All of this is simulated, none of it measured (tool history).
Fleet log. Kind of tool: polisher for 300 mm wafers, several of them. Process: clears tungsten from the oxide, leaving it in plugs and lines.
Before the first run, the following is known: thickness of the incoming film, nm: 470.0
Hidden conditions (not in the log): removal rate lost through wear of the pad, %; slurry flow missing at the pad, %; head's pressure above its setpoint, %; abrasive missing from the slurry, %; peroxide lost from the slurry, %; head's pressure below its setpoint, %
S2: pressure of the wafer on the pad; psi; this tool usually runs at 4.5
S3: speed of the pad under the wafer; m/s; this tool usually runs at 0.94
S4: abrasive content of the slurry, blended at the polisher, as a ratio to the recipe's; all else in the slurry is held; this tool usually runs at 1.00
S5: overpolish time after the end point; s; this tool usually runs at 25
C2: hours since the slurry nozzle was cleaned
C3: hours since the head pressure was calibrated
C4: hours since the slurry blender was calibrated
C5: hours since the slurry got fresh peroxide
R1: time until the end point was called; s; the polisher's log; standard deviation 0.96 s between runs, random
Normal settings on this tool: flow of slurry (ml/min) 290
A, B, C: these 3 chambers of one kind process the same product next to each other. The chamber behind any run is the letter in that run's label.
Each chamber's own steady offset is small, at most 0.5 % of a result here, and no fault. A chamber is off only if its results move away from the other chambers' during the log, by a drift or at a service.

Run 1A, hour 13.5: usual settings; wafers polished on this pad 186; C2 536.4; C3 305.5; C4 126.8; C5 93.6. Result: R1 76.584 s.
At hour 17.7: chamber A: slurry tank refilled with fresh slurry and peroxide.
At hour 21.4: chamber C: worn pad replaced by a new one.
Run 2B, hour 26.4: usual settings; wafers polished on this pad 828; C2 294.5; C3 199.2; C4 173.2; C5 124.4. Result: R1 74.525 s.
At hour 28.4: chamber B: worn pad replaced by a new one.
At hour 35.5: chamber B: slurry tank refilled with fresh slurry and peroxide.
Run 3C, hour 35.8: usual settings; wafers polished on this pad 148; C2 276.0; C3 590.6; C4 211.2; C5 95.9. Result: R1 75.193 s.
At hour 39.9: chamber A: slurry blender recalibrated.
Run 4C, hour 42.9: usual settings; wafers polished on this pad 221; C2 283.1; C3 597.7; C4 218.3; C5 103.0. Result: R1 76.398 s.
At hour 47.2: chamber C: slurry blender recalibrated.
Run 5A, hour 53.8: usual settings; wafers polished on this pad 600; C2 576.7; C3 345.8; C4 14.0; C5 36.2. Result: R1 76.518 s.
Run 6B, hour 65.5: usual settings; wafers polished on this pad 381; C2 333.6; C3 238.3; C4 212.3; C5 30.0. Result: R1 75.165 s.
At hour 75.9: chamber B: slurry blender recalibrated.
Run 7C, hour 78.6: usual settings; wafers polished on this pad 588; C2 318.8; C3 633.4; C4 31.5; C5 138.7. Result: R1 73.825 s.
Run 8B, hour 85.7: usual settings; wafers polished on this pad 588; C2 353.8; C3 258.5; C4 9.8; C5 50.2. Result: R1 77.225 s.
At hour 97.3: chamber A: worn pad replaced by a new one.
Run 9A, hour 97.6: usual settings but flow of slurry (ml/min) 365, S3 0.70 m/s; wafers polished on this pad 4; C2 620.5; C3 389.6; C4 57.8; C5 80.0. Result: R1 96.505 s.
Run 10C, hour 106.8: usual settings but flow of slurry (ml/min) 365, S3 0.70 m/s; wafers polished on this pad 877; C2 347.0; C3 661.6; C4 59.7; C5 166.9. Result: R1 99.191 s.
At hour 109.1: chamber A: slurry tank refilled with fresh slurry and peroxide.
At hour 113.4: chamber C: worn pad replaced by a new one.
Run 11A, hour 116.7: usual settings but flow of slurry (ml/min) 365, S3 0.70 m/s; wafers polished on this pad 200; C2 639.6; C3 408.7; C4 76.9; C5 7.6. Result: R1 100.110 s.
Run 12B, hour 125.5: usual settings; wafers polished on this pad 997; C2 393.6; C3 298.3; C4 49.6; C5 90.0. Result: R1 73.785 s.
At hour 128.1: chamber B: worn pad replaced by a new one.
Run 13B, hour 133.4: usual settings; wafers polished on this pad 54; C2 401.5; C3 306.2; C4 57.5; C5 97.9. Result: R1 74.429 s.
At hour 137.4: chamber B: slurry tank refilled with fresh slurry and peroxide.
Run 14C, hour 142.0: usual settings; wafers polished on this pad 294; C2 382.2; C3 696.8; C4 94.9; C5 202.1. Result: R1 74.918 s.
Run 15A, hour 156.1: usual settings but flow of slurry (ml/min) 360, S3 1.18 m/s; wafers polished on this pad 604; C2 679.0; C3 448.1; C4 116.3; C5 47.0. Result: R1 59.563 s.
Run 16C, hour 168.6: usual settings but flow of slurry (ml/min) 360, S3 1.18 m/s; wafers polished on this pad 567; C2 408.8; C3 723.4; C4 121.5; C5 228.7. Result: R1 58.855 s.
At hour 173.0: chamber A: slurry blender recalibrated.
Run 17A, hour 175.3: usual settings but flow of slurry (ml/min) 360, S3 1.18 m/s; wafers polished on this pad 802; C2 698.2; C3 467.3; C4 2.4; C5 66.2. Result: R1 58.796 s.
Run 18B, hour 184.6: usual settings; wafers polished on this pad 580; C2 452.7; C3 357.4; C4 108.7; C5 47.3. Result: R1 76.274 s.
Run 19B, hour 193.1: usual settings; wafers polished on this pad 668; C2 461.2; C3 365.9; C4 117.2; C5 55.8. Result: R1 74.229 s.
At hour 195.7: chamber A: worn pad replaced by a new one.
At hour 198.9: chamber A: slurry tank refilled with fresh slurry and peroxide.
Run 20A, hour 207.0: usual settings; wafers polished on this pad 116; C2 729.9; C3 499.0; C4 34.1; C5 8.1. Result: R1 74.026 s.
Run 21C, hour 219.1: usual settings but flow of slurry (ml/min) 370; wafers polished on this pad 1086; C2 459.3; C3 773.9; C4 172.0; C5 279.2. Result: R1 73.101 s.
At hour 220.2: chamber C: worn pad replaced by a new one.
At hour 224.6: chamber B: head pressure recalibrated.
At hour 225.8: chamber B: worn pad replaced by a new one.
Run 22A, hour 228.7: usual settings but flow of slurry (ml/min) 370; wafers polished on this pad 339; C2 751.6; C3 520.7; C4 55.8; C5 29.8. Result: R1 74.496 s.
At hour 235.8: chamber A: slurry nozzle cleaned.
Run 23B, hour 241.8: usual settings but flow of slurry (ml/min) 370; wafers polished on this pad 165; C2 509.9; C3 17.2; C4 165.9; C5 104.5. Result: R1 74.168 s.
Run 24C, hour 252.9: usual settings; wafers polished on this pad 336; C2 493.1; C3 807.7; C4 205.8; C5 313.0. Result: R1 76.619 s.
At hour 255.2: chamber C: slurry blender recalibrated.
Run 25C, hour 265.3: usual settings; wafers polished on this pad 464; C2 505.5; C3 820.1; C4 10.2; C5 325.4. Result: R1 75.858 s.
At hour 271.5: chamber B: slurry blender recalibrated.
At hour 271.6: chamber B: slurry tank refilled with fresh slurry and peroxide.
At hour 274.9: chamber A: worn pad replaced by a new one.
At hour 276.6: chamber C: slurry nozzle cleaned.
Run 26A, hour 279.8: usual settings but flow of slurry (ml/min) 210; wafers polished on this pad 51; C2 44.0; C3 571.8; C4 106.9; C5 80.9. Result: R1 77.856 s.
At hour 281.9: chamber A: slurry tank refilled with fresh slurry and peroxide.
Run 27B, hour 287.2: usual settings but flow of slurry (ml/min) 210; wafers polished on this pad 631; C2 555.3; C3 62.6; C4 15.8; C5 15.7. Result: R1 76.524 s.
Run 28B, hour 299.6: usual settings but flow of slurry (ml/min) 210; wafers polished on this pad 758; C2 567.7; C3 75.0; C4 28.2; C5 28.1. Result: R1 77.616 s.
Run 29C, hour 310.0: usual settings; wafers polished on this pad 923; C2 33.4; C3 864.8; C4 54.9; C5 370.1. Result: R1 79.135 s.
Run 30A, hour 318.5: usual settings; wafers polished on this pad 448; C2 82.7; C3 610.5; C4 145.6; C5 36.6. Result: R1 74.939 s.
At hour 320.9: chamber A: slurry blender recalibrated.
At hour 324.7: chamber B: worn pad replaced by a new one.
Run 31C, hour 329.0: usual settings; wafers polished on this pad 1118; C2 52.4; C3 883.8; C4 73.9; C5 389.1. Result: R1 78.542 s.
At hour 334.5: chamber C: worn pad replaced by a new one.
Run 32B, hour 338.3: usual settings; wafers polished on this pad 139; C2 606.4; C3 113.7; C4 66.9; C5 66.8. Result: R1 72.737 s.
Run 33A, hour 349.6: usual settings; wafers polished on this pad 768; C2 113.8; C3 641.6; C4 28.7; C5 67.7. Result: R1 75.321 s.
At hour 357.5: chamber A: worn pad replaced by a new one.
Run 34B, hour 361.6: usual settings; wafers polished on this pad 379; C2 629.7; C3 137.0; C4 90.2; C5 90.1. Result: R1 74.447 s.
Run 35C, hour 369.0: usual settings but flow of slurry (ml/min) 345, S4 0.75; wafers polished on this pad 354; C2 92.4; C3 923.8; C4 113.9; C5 429.1. Result: R1 83.116 s.
At hour 381.8: chamber A: slurry tank refilled with fresh slurry and peroxide.
Run 36A, hour 382.9: usual settings but flow of slurry (ml/min) 345, S4 0.75; wafers polished on this pad 260; C2 147.1; C3 674.9; C4 62.0; C5 1.2. Result: R1 79.533 s.
At hour 384.3: chamber B: slurry tank refilled with fresh slurry and peroxide.
Run 37C, hour 389.6: usual settings but flow of slurry (ml/min) 345, S4 0.75; wafers polished on this pad 565; C2 113.0; C3 944.4; C4 134.5; C5 449.7. Result: R1 85.015 s.
Run 38A, hour 400.5: usual settings; wafers polished on this pad 441; C2 164.7; C3 692.5; C4 79.6; C5 18.8. Result: R1 73.574 s.
Run 39B, hour 413.4: usual settings; wafers polished on this pad 911; C2 681.5; C3 188.8; C4 142.0; C5 29.2. Result: R1 74.489 s.
At hour 418.4: chamber B: worn pad replaced by a new one.
Run 40B, hour 426.5: usual settings; wafers polished on this pad 83; C2 694.6; C3 201.9; C4 155.1; C5 42.3. Result: R1 74.844 s.
Run 41A, hour 433.1: usual settings; wafers polished on this pad 776; C2 197.3; C3 725.1; C4 112.2; C5 51.4. Result: R1 75.905 s.
At hour 433.8: chamber C: worn pad replaced by a new one.
Run 42C, hour 447.2: usual settings; wafers polished on this pad 137; C2 170.6; C3 1002.0; C4 192.1; C5 507.3. Result: R1 80.422 s.
At hour 461.2: chamber C: slurry blender recalibrated.
Run 43C, hour 461.8: usual settings; wafers polished on this pad 287; C2 185.2; C3 1016.6; C4 0.6; C5 521.9. Result: R1 81.224 s.

One chamber off, gauge drift, or nothing amiss beyond the chambers' own small offsets? If it is a chamber, which one, and what is the likeliest cause?

One chamber, C, drifts off from the rest bit by bit.
Likeliest cause: peroxide lost from the slurry, % = 21.
Not necessarily distinguishable in this log from: head's pressure below its setpoint, %.

Chamber C could run next with any of the 4 candidate recipes listed below; each alters the usual settings, and their results appear as question marks. Which one brings its results back in line with what the other chambers deliver on the usual settings?
To be in line, a result may differ from the other chambers' mean on the usual settings by at most: R1 3.400 s
Run 44C-1, hour 472.3: usual settings but S2 4.3 psi, S3 0.90 m/s. Result: R1 ?.
Run 44C-2, hour 472.3: usual settings but flow of slurry (ml/min) 285, S2 3.8 psi, S4 0.95. Result: R1 ?.
Run 44C-3, hour 472.3: usual settings but S2 4.7 psi, S3 0.98 m/s. Result: R1 ?.
Run 44C-4, hour 472.3: usual settings but flow of slurry (ml/min) 295, S3 1.10 m/s, S4 1.05. Result: R1 ?.

On the usual settings, the other chambers give on average: R1 75.261 s
  run      R1
44C-1  89.171
44C-2  97.980
44C-3  74.775
44C-4  68.588
Change 44C-3 lands the chamber within the allowed miss of the other chambers.
